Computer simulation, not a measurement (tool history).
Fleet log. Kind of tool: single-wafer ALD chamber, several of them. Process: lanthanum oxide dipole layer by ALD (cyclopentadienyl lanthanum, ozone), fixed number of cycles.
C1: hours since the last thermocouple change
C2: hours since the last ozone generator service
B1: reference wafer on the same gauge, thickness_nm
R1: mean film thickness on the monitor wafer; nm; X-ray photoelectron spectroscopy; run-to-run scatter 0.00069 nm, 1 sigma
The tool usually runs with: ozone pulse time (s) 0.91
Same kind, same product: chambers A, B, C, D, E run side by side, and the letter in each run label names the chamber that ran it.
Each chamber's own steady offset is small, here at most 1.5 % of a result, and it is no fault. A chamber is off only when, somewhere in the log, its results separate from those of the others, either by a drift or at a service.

run 1B hour=2.4 | ozone_pulse_time_(s)=0.91 | C1=619 C2=1384 | B1=0.55515 | R1=0.4853
-- hour=3.5 chamber B: ozone generator serviced
run 2E hour=5.9 | ozone_pulse_time_(s)=0.91 | C1=2648 C2=309 | B1=0.55515 | R1=0.47815
-- hour=6.9 chamber C: thermocouple changed; heater temperature recalibrated
run 3D hour=9.5 | ozone_pulse_time_(s)=0.91 | C1=919 C2=456 | B1=0.55534 | R1=0.48748
run 4C hour=13.6 | ozone_pulse_time_(s)=0.91 | C1=6.7 C2=647.2 | B1=0.55548 | R1=0.49114
run 5A hour=17.6 | ozone_pulse_time_(s)=0.91 | C1=604 C2=680.6 | B1=0.55525 | R1=0.48672
run 6C hour=19.7 | ozone_pulse_time_(s)=0.91 | C1=12.8 C2=653.3 | B1=0.55581 | R1=0.49123
run 7B hour=23.7 | ozone_pulse_time_(s)=1.05 | C1=640.3 C2=20.2 | B1=0.55606 | R1=0.51034
run 8D hour=26.3 | ozone_pulse_time_(s)=1.05 | C1=935.8 C2=472.8 | B1=0.55584 | R1=0.51148
run 9E hour=29.9 | ozone_pulse_time_(s)=1.05 | C1=2672 C2=333 | B1=0.55585 | R1=0.50185
run 10A hour=33.2 | ozone_pulse_time_(s)=1.05 | C1=619.6 C2=696.2 | B1=0.55611 | R1=0.50952
run 11B hour=36.9 | ozone_pulse_time_(s)=1.05 | C1=653.5 C2=33.4 | B1=0.55618 | R1=0.50982
run 12D hour=39 | ozone_pulse_time_(s)=0.91 | C1=948.5 C2=485.5 | B1=0.55627 | R1=0.48828
run 13E hour=41.6 | ozone_pulse_time_(s)=0.91 | C1=2683.7 C2=344.7 | B1=0.55638 | R1=0.48106
run 14A hour=43.6 | ozone_pulse_time_(s)=0.91 | C1=630 C2=706.6 | B1=0.5566 | R1=0.4855
run 15C hour=46.8 | ozone_pulse_time_(s)=0.91 | C1=39.9 C2=680.4 | B1=0.5566 | R1=0.49199
run 16B hour=49.9 | ozone_pulse_time_(s)=1.13 | C1=666.5 C2=46.4 | B1=0.55687 | R1=0.52081
run 17E hour=52.6 | ozone_pulse_time_(s)=1.13 | C1=2694.7 C2=355.7 | B1=0.55675 | R1=0.51248
run 18C hour=55.5 | ozone_pulse_time_(s)=1.13 | C1=48.6 C2=689.1 | B1=0.55655 | R1=0.52516
run 19A hour=59.1 | ozone_pulse_time_(s)=1.13 | C1=645.5 C2=722.1 | B1=0.55716 | R1=0.51982
run 20D hour=61.2 | ozone_pulse_time_(s)=1.13 | C1=970.7 C2=507.7 | B1=0.55728 | R1=0.52443
run 21C hour=63.1 | ozone_pulse_time_(s)=0.91 | C1=56.2 C2=696.7 | B1=0.55721 | R1=0.49034
run 22D hour=67.2 | ozone_pulse_time_(s)=0.91 | C1=976.7 C2=513.7 | B1=0.55717 | R1=0.48912
run 23A hour=71.4 | ozone_pulse_time_(s)=1.24 | C1=657.8 C2=734.4 | B1=0.55764 | R1=0.53252
run 24B hour=74.3 | ozone_pulse_time_(s)=1.24 | C1=690.9 C2=70.8 | B1=0.5576 | R1=0.53491
run 25E hour=78.2 | ozone_pulse_time_(s)=1.24 | C1=2720.3 C2=381.3 | B1=0.55763 | R1=0.52585
run 26B hour=81.8 | ozone_pulse_time_(s)=1.24 | C1=698.4 C2=78.3 | B1=0.55792 | R1=0.5345
run 27E hour=84.1 | ozone_pulse_time_(s)=1.24 | C1=2726.2 C2=387.2 | B1=0.55778 | R1=0.52771
run 28A hour=86.6 | ozone_pulse_time_(s)=0.91 | C1=673 C2=749.6 | B1=0.55783 | R1=0.48674
run 29C hour=90.7 | ozone_pulse_time_(s)=0.91 | C1=83.8 C2=724.3 | B1=0.55823 | R1=0.49414
run 30D hour=93.4 | ozone_pulse_time_(s)=0.65 | C1=1002.9 C2=539.9 | B1=0.55804 | R1=0.42416

Each of the 5 chambers runs these same settings next. Fill in every chamber's results:
run 31A hour=96.4 | ozone_pulse_time_(s)=0.7 | R1=?
run 31B hour=96.4 | ozone_pulse_time_(s)=0.7 | R1=?
run 31C hour=96.4 | ozone_pulse_time_(s)=0.7 | R1=?
run 31D hour=96.4 | ozone_pulse_time_(s)=0.7 | R1=?
run 31E hour=96.4 | ozone_pulse_time_(s)=0.7 | R1=?

run=31A R1=0.43731
run=31B R1=0.44145
run=31C R1=0.44474
run=31D R1=0.44067
run=31E R1=0.43217

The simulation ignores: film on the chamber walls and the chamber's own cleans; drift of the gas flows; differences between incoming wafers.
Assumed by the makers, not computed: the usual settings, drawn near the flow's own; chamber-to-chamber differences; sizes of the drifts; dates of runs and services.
